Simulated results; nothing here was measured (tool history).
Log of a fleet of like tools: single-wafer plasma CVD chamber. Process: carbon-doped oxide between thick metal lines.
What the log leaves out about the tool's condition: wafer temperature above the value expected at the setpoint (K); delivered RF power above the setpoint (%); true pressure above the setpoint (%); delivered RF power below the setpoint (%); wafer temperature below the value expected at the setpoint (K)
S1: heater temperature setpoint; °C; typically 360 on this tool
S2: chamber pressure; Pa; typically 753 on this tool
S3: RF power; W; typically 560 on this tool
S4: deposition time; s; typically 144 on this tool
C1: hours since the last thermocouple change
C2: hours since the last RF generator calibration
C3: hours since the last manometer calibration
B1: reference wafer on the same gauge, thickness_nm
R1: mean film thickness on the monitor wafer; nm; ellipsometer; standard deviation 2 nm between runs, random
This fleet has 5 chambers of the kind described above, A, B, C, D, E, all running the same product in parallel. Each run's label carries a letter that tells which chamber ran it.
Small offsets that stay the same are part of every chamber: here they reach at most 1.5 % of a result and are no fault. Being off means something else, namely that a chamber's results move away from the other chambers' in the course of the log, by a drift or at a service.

run    day   S1   S2   S3   S4      C1      C2      C3      B1      R1
 1A  0.108  360  753  560  144  1521.6   776.6   232.2  660.84  774.02
 2C  0.342  360  753  560  144   255.0  1435.3  1142.3  661.01  764.44
 3B  0.454  360  753  560  144   102.3   361.4   757.1  661.30  779.09
 4E  0.617  360  753  560  144  2414.6   956.6    43.8  660.98  770.61
 5D  0.800  360  753  560  144   952.7  1172.0   172.3  660.97  769.63
 6B  0.950  360  753  560  144   114.2   373.3   769.0  661.19  783.71
 7A  1.150  360  753  560  144  1546.6   801.6   257.2  661.17  773.91
 8E  1.271  360  753  560  144  2430.3   972.3    59.5  661.27  770.34
 9D  1.425  360  639  625  144   967.7  1187.0   187.3  660.84  801.72
10C  1.588  360  639  625  144   284.9  1465.2  1172.2  661.03  800.08
11D  1.746  360  639  625  144   975.4  1194.7   195.0  660.98  797.86
12E  1.979  360  639  625  144  2447.3   989.3    76.5  660.97  803.66
13C  2.154  360  639  625  144   298.5  1478.8  1185.8  661.03  801.65
14B  2.258  360  753  560  144   145.6   404.7   800.4  660.50  781.66
15A  2.475  360  753  560  144  1578.4   833.4   289.0  660.75  773.23
16B  2.583  360  753  560  144   153.4   412.5   808.2  660.90  784.13
17D  2.812  360  753  560  144  1001.0  1220.3   220.6  661.24  763.86
18A  2.921  360  753  560  144  1589.1   844.1   299.7  660.83  774.08
19C  3.125  360  753  560  144   321.8  1502.1  1209.1  661.02  769.79
20E  3.329  360  753  560  144  2479.7  1021.7   108.9  661.31  771.65
21E  3.550  360  753  560  144  2485.0  1027.0   114.2  661.03  771.71
22B  3.767  360  753  560  144   181.8   440.9   836.6  660.91  779.08
23C  3.975  360  753  560  144   342.2  1522.5  1229.5  661.15  766.27
24D  4.108  360  753  660  144  1032.1  1251.4   251.7  661.06  850.05
25A  4.300  360  753  660  144  1622.2   877.2   332.8  661.07  851.74
26B  4.438  360  753  660  144   197.9   457.0   852.7  661.53  862.81
     4.662  -- chamber E: thermocouple changed; heater temperature recalibrated
27A  4.671  360  753  660  144  1631.1   886.1   341.7  661.39  855.02
28E  4.846  360  753  660  144     4.5  1058.1   145.3  660.81  847.96
29C  4.975  360  753  560  144   366.2  1546.5  1253.5  660.90  768.69
30D  5.196  360  753  560  144  1058.2  1277.5   277.8  661.04  765.79
31D  5.412  360  753  560  144  1063.4  1282.7   283.0  661.07  765.98
32A  5.596  360  753  560  144  1653.3   908.3   363.9  661.20  775.14
33C  5.771  360  753  560  144   385.3  1565.6  1272.6  661.44  769.96
34B  5.917  360  753  560  144   233.4   492.5   888.2  660.61  782.84
35E  6.062  360  753  560  144    33.7  1087.3   174.5  661.11  768.51
36B  6.242  360  753  560  144   241.2   500.3   896.0  660.90  782.56
37C  6.475  360  753  560  123   402.2  1582.5  1289.5  661.14  662.19
38D  6.650  360  753  560  123  1093.1  1312.4   312.7  661.20  653.61
39A  6.892  360  753  560  123  1684.4   939.4   395.0  660.94  662.99
40E  7.012  360  753  560  123    56.5  1110.1   197.3  660.97  657.83

For the next run the whole fleet of 5 chambers uses the same settings. Give each chamber's results:
41A  7.188  360  753  560  144                   ?
41B  7.188  360  753  560  144                   ?
41C  7.188  360  753  560  144                   ?
41D  7.188  360  753  560  144                   ?
41E  7.188  360  753  560  144                   ?

run      R1
41A  774.89
41B  779.84
41C  771.19
41D  769.48
41E  771.58

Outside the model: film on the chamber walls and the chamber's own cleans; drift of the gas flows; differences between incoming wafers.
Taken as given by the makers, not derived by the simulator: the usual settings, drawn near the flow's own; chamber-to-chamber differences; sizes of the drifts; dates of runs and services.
